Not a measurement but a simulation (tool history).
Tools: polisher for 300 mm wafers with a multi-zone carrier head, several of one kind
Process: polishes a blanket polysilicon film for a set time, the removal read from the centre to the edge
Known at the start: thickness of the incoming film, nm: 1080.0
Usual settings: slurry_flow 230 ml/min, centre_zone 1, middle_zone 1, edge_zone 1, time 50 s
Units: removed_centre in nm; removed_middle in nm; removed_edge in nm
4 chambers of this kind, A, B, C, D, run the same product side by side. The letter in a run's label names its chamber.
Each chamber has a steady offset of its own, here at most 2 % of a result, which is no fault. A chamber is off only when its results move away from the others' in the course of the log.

run   hour  slurry_flow  centre_zone  middle_zone  edge_zone  time  wafers polished on this pad  hours since the slurry nozzle was cleaned  hours since the centre zone pressure was calibrated  hours since the edge zone pressure was calibrated  removed_centre  removed_middle  removed_edge
       4.1  -- chamber B: centre zone pressure recalibrated
 1C    6.7          230            1            1          1    50                          942                                      151.1                                                249.8                                             1146.1          347.88           346.8        339.61
        10  -- chamber C: worn pad replaced by a new one
 2B   21.3          230            1            1          1    50                          786                                       72.6                                                 17.2                                                275          343.49          337.32        338.06
      27.7  -- chamber D: worn pad replaced by a new one
      28.8  -- chamber A: worn pad replaced by a new one
 3D   30.8          230            1            1          1    50                           37                                       40.6                                                300.1                                              709.7          344.33          347.05        352.38
 4A     44          230            1            1          1    50                          179                                      208.2                                                402.2                                              905.4          341.81          343.27        344.87
 5B   54.5          230            1            1          1    50                         1178                                      105.8                                                 50.4                                              308.2          343.91           333.8        342.78
      64.7  -- chamber B: worn pad replaced by a new one
 6D   64.9          230            1            1          1    50                          440                                       74.7                                                334.2                                              743.8          341.01          345.22           350
      74.4  -- chamber C: worn pad replaced by a new one
 7C   79.5          305            1            1       1.11    50                           61                                      223.9                                                322.6                                             1218.9          358.32          356.19        370.57
 8A   86.6          305            1            1       1.11    50                          683                                      250.8                                                444.8                                                948          355.53           348.8        374.59
      97.3  -- chamber A: worn pad replaced by a new one
 9B   97.9          305            1            1       1.11    50                          392                                      149.2                                                 93.8                                              351.6          354.74          358.49        366.53
10C  106.6          305            1            1       1.11    50                          381                                        251                                                349.7                                               1246          362.83          362.93        376.31
     109.7  -- chamber D: worn pad replaced by a new one
     112.8  -- chamber A: slurry nozzle cleaned
11A  117.9          230            1            1          1    50                          244                                        5.1                                                476.1                                              979.3          344.97          335.89        344.14
12D  131.1          230            1            1          1    50                          254                                      140.9                                                400.4                                                810           346.2          334.76        348.14
     141.2  -- chamber C: worn pad replaced by a new one
13C  146.2          230            1            1          1    50                           59                                      290.6                                                389.3                                             1285.6          344.78          358.29        343.96
     148.3  -- chamber C: edge zone pressure recalibrated
     159.6  -- chamber B: slurry nozzle cleaned
14D  160.5          230            1            1          1    50                          601                                      170.3                                                429.8                                              839.4          345.03          342.86         348.5
15B  168.4          230            1            1          1    50                         1225                                        8.9                                                164.3                                              422.1          338.99          339.81        338.87
     175.2  -- chamber B: worn pad replaced by a new one
     175.3  -- chamber A: worn pad replaced by a new one
     177.4  -- chamber C: slurry nozzle cleaned
16A  181.5          230            1            1          1    50                           74                                       68.7                                                539.7                                             1042.9          344.67          355.24         347.7
     186.9  -- chamber D: worn pad replaced by a new one
17C  189.7          230            1            1          1    50                          573                                       12.3                                                432.8                                               41.4          344.64          346.45        343.11
18D  200.4          230            1            1          1    50                          159                                      210.2                                                469.7                                              879.3          347.42          345.64        348.14
19B  210.7          230            1            1          1    50                          420                                       51.2                                                206.6                                              464.4          342.89           341.9        340.67
     219.2  -- chamber C: worn pad replaced by a new one
20A  223.1          230            1            1          1    50                          566                                      110.3                                                581.3                                             1084.5          343.68           348.6        340.96
21A  232.2          230            1            1          1    50                          673                                      119.4                                                590.4                                             1093.6          344.18          338.52        344.27
       239  -- chamber A: edge zone pressure recalibrated
22B  239.7          230         1.06            1          1    33                          762                                       80.2                                                235.6                                              493.4          238.83          228.43        228.66
23C    254          230         1.06            1          1    33                          411                                       76.6                                                497.1                                              105.7          243.06          233.83        228.73
     265.3  -- chamber A: worn pad replaced by a new one
24D  267.6          230         1.06            1          1    33                          954                                      277.4                                                536.9                                              946.5          239.14          225.96        228.13
     267.7  -- chamber B: worn pad replaced by a new one
     271.7  -- chamber D: worn pad replaced by a new one
25A  281.7          230         1.06            1          1    33                          194                                      168.9                                                639.9                                               42.7          241.62          224.98        229.18
     286.1  -- chamber C: worn pad replaced by a new one
26C  289.5          230            1            1          1    50                           40                                      112.1                                                532.6                                              141.2          347.57          349.76        340.89
     298.4  -- chamber B: centre zone pressure recalibrated
27B  299.4          230         1.11          0.9          1    50                          375                                      139.9                                                    1                                              553.1          382.93          305.25        341.13
28D  309.6          230         1.11          0.9          1    50                          448                                      319.4                                                578.9                                              988.5          387.96          308.37        347.46
     309.7  -- chamber B: edge zone pressure recalibrated
29A  322.4          230         1.11          0.9          1    50                          675                                      209.6                                                680.6                                               83.4          384.46          308.27        343.67
     329.5  -- chamber D: edge zone pressure recalibrated
30C  335.9          230         1.11          0.9          1    50                          589                                      158.5                                                  579                                              187.6          388.19          319.95        344.93
31B    347          230            1            1          1    50                          938                                      187.5                                                 48.6                                               37.3          344.24          343.09        340.48
     348.4  -- chamber D: worn pad replaced by a new one
       359  -- chamber D: centre zone pressure recalibrated
32D  360.9          230            1            1       0.94    50                          147                                      370.7                                                    2                                               31.5           343.4          343.59        338.02
33D  369.3          230            1            1       0.94    50                          247                                      379.1                                                 10.4                                               39.9          345.67          345.26        335.47

Next, every chamber runs the same settings. What will each give?
34A  380.1          230         0.91            1          1    50                                                                                                                                                                                               ?               ?             ?
34B  380.1          230         0.91            1          1    50                                                                                                                                                                                               ?               ?             ?
34C  380.1          230         0.91            1          1    50                                                                                                                                                                                               ?               ?             ?
34D  380.1          230         0.91            1          1    50                                                                                                                                                                                               ?               ?             ?

run  removed_centre  removed_middle  removed_edge
34A          304.85          337.66        343.51
34B          310.22          340.04        339.25
34C          310.24          352.22        341.69
34D          310.91          343.68        347.08
